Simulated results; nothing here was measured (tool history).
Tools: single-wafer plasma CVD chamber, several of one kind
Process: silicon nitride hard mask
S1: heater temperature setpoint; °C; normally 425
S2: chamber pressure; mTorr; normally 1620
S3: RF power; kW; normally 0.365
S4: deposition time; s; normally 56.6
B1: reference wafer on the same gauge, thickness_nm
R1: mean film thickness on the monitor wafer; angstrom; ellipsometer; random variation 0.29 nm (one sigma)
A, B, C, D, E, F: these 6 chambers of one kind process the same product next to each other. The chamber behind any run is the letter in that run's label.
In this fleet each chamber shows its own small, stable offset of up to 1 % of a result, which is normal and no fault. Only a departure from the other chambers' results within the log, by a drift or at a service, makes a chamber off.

run	day	S1	S2	S3	S4	B1	R1
1A	0.467	425	1620	0.365	56.6	86.912	734.23
2C	0.779	425	1620	0.365	56.6	86.96	732.41
# day 1.017: chamber F: RF generator calibrated
3D	1.267	425	1620	0.365	56.6	87.01	738.24
4F	1.688	425	1620	0.365	56.6	87.11	733.75
# day 1.867: chamber A: thermocouple changed; heater temperature recalibrated
# day 2.121: chamber B: RF generator calibrated
5B	2.254	425	1620	0.365	56.6	87.005	732.41
6E	2.733	425	1620	0.365	56.6	86.936	734.73
7E	3.071	425	1620	0.365	56.6	86.941	729.86
8D	3.379	425	1620	0.365	56.6	87.013	737.67
9C	3.725	425	1620	0.365	56.6	86.949	731.8
10A	4.196	425	1620	0.365	56.6	87.006	730.45
11B	4.554	425	1620	0.39	56.6	87.021	768.11
12F	4.892	425	1620	0.39	56.6	87.036	758.57
13F	5.167	425	1620	0.39	56.6	87.014	760.76
14A	5.7	425	1620	0.39	56.6	86.963	767.73
15B	6.121	425	1620	0.39	56.6	87.04	767.11
16C	6.679	425	1620	0.39	56.6	86.895	768.84
# day 7.008: chamber C: RF generator calibrated
17D	7.229	425	1620	0.365	56.6	86.886	739.8
# day 7.304: chamber B: thermocouple changed; heater temperature recalibrated
18E	7.771	425	1620	0.365	56.6	87.069	724.64
19B	8.117	425	1620	0.365	56.6	86.989	736.17
20F	8.467	425	1620	0.295	56.6	87.006	632.07
# day 8.567: chamber D: thermocouple changed; heater temperature recalibrated
21E	8.883	425	1620	0.295	56.6	86.977	625.26
22A	9.196	425	1620	0.295	56.6	86.863	639.04
23D	9.442	425	1620	0.295	56.6	86.953	644.42
24C	9.838	425	1620	0.295	56.6	87.042	639.02
25C	10.225	425	1620	0.295	56.6	87.009	631.99
26A	10.692	425	1620	0.365	56.6	86.972	728.71
# day 10.979: chamber F: thermocouple changed; heater temperature recalibrated
27E	11.221	432	1620	0.365	67.1	86.953	844.41
28D	11.762	432	1620	0.365	67.1	86.937	879.1
# day 12.167: chamber A: capacitance manometer re-zeroed and calibrated
29F	12.188	432	1620	0.365	67.1	87.112	861.06
30B	12.708	432	1620	0.365	67.1	86.874	868.44
31C	13.204	432	1620	0.365	67.1	87	871.87
32F	13.517	432	1620	0.365	67.1	87.111	861.15
33E	14.017	425	1620	0.365	56.6	86.947	703.53
34B	14.375	425	1620	0.365	56.6	87.08	730.58
35D	14.921	425	1620	0.365	56.6	86.927	734.15
36A	15.183	425	1620	0.365	56.6	87.1	731.56
37A	15.621	425	1620	0.365	56.6	86.955	729.39
38B	16.146	425	1620	0.365	56.6	86.975	739.59

All 6 chambers run these settings next. Forecast each chamber's results:
39A	16.55	425	1620	0.365	56.6		?
39B	16.55	425	1620	0.365	56.6		?
39C	16.55	425	1620	0.365	56.6		?
39D	16.55	425	1620	0.365	56.6		?
39E	16.55	425	1620	0.365	56.6		?
39F	16.55	425	1620	0.365	56.6		?

run	R1
39A	728.57
39B	734
39C	734.35
39D	736.44
39E	695.35
39F	731.92

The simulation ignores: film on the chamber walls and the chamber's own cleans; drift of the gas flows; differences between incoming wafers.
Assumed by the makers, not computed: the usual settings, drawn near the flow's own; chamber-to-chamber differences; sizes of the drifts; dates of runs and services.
